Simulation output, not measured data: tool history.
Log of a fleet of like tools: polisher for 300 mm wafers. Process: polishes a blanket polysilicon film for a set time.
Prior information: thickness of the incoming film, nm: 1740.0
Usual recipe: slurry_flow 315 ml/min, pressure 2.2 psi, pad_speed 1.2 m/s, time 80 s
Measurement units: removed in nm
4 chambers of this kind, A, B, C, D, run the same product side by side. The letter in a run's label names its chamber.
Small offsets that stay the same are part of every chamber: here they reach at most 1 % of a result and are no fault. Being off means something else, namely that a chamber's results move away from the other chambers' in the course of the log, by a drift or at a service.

| run | day | slurry_flow | pressure | pad_speed | time | removed |
|---|---|---|---|---|---|---|
| 1C | 0.379 | 315 | 2.2 | 1.2 | 80 | 605.1 |
| 2B | 0.65 | 315 | 2.2 | 1.2 | 80 | 591.5 |
| 3D | 1.079 | 315 | 2.2 | 1.2 | 80 | 582.44 |
| 4A | 1.338 | 315 | 2.2 | 1.2 | 80 | 590.08 |
| 5B | 1.538 | 315 | 2.8 | 1.2 | 95 | 870.37 |
| 6D | 1.871 | 315 | 2.8 | 1.2 | 95 | 877.83 |
| 7C | 2.296 | 315 | 2.8 | 1.2 | 95 | 896.6 |
| 8A | 2.546 | 315 | 2.8 | 1.2 | 95 | 885.21 |
| 9B | 2.846 | 315 | 2.2 | 1.2 | 80 | 573.41 |
|  | 2.892 | chamber C: slurry nozzle cleaned |
| 10C | 3.188 | 315 | 2.2 | 1.2 | 80 | 591.77 |
|  | 3.192 | chamber B: worn pad replaced by a new one |
| 11A | 3.421 | 315 | 2.2 | 1.2 | 80 | 580.26 |
| 12D | 3.75 | 395 | 2.2 | 1.2 | 94 | 695.54 |
| 13D | 3.954 | 395 | 2.2 | 1.2 | 94 | 708.26 |
| 14A | 4.221 | 395 | 2.2 | 1.2 | 94 | 686 |
| 15C | 4.492 | 395 | 2.2 | 1.2 | 94 | 714.12 |
|  | 4.533 | chamber C: worn pad replaced by a new one |
|  | 4.633 | chamber D: worn pad replaced by a new one |
| 16B | 4.871 | 315 | 2.2 | 1.2 | 80 | 572.7 |
| 17A | 5.208 | 315 | 2.2 | 1.2 | 80 | 559.08 |
| 18C | 5.571 | 315 | 2.2 | 1.2 | 80 | 589.02 |
|  | 5.742 | chamber A: head pressure recalibrated |
| 19B | 5.838 | 315 | 2.2 | 1.2 | 80 | 565.75 |
| 20D | 6.246 | 315 | 2.2 | 1.2 | 80 | 588.77 |
| 21D | 6.567 | 315 | 2.2 | 0.86 | 80 | 422.09 |
|  | 6.95 | chamber B: worn pad replaced by a new one |
| 22B | 6.975 | 315 | 2.2 | 0.86 | 80 | 419.52 |
|  | 7.279 | chamber B: slurry nozzle cleaned |
| 23C | 7.321 | 315 | 2.2 | 0.86 | 80 | 427.6 |
| 24A | 7.642 | 315 | 2.2 | 0.86 | 80 | 396.85 |
| 25A | 8.008 | 315 | 2.2 | 1.2 | 80 | 545.51 |
| 26B | 8.25 | 315 | 2.7 | 1.2 | 99 | 870.85 |
| 27C | 8.479 | 315 | 2.7 | 1.2 | 99 | 893.92 |
| 28D | 8.683 | 315 | 2.7 | 1.2 | 99 | 909.85 |
| 29D | 9.092 | 315 | 2.7 | 1.2 | 99 | 899.3 |
| 30C | 9.525 | 315 | 2.2 | 1.2 | 80 | 594.22 |
| 31B | 9.779 | 255 | 1.5 | 1.2 | 80 | 380.89 |
| 32A | 10.021 | 255 | 1.5 | 1.2 | 80 | 355.22 |
| 33B | 10.317 | 255 | 1.5 | 1.2 | 80 | 386.04 |
| 34A | 10.538 | 255 | 1.5 | 1.2 | 80 | 366.47 |
| 35C | 10.938 | 315 | 2.2 | 1.2 | 80 | 594.53 |
|  | 11.204 | chamber D: slurry nozzle cleaned |
| 36D | 11.283 | 315 | 2.2 | 1.2 | 80 | 582.08 |

All 4 chambers run these settings next. Forecast each chamber's results:
| 37A | 11.604 | 315 | 2.2 | 1.2 | 103 | ? |
| 37B | 11.604 | 315 | 2.2 | 1.2 | 103 | ? |
| 37C | 11.604 | 315 | 2.2 | 1.2 | 103 | ? |
| 37D | 11.604 | 315 | 2.2 | 1.2 | 103 | ? |

| run | removed |
|---|---|
| 37A | 675.72 |
| 37B | 750.94 |
| 37C | 763.81 |
| 37D | 758.64 |
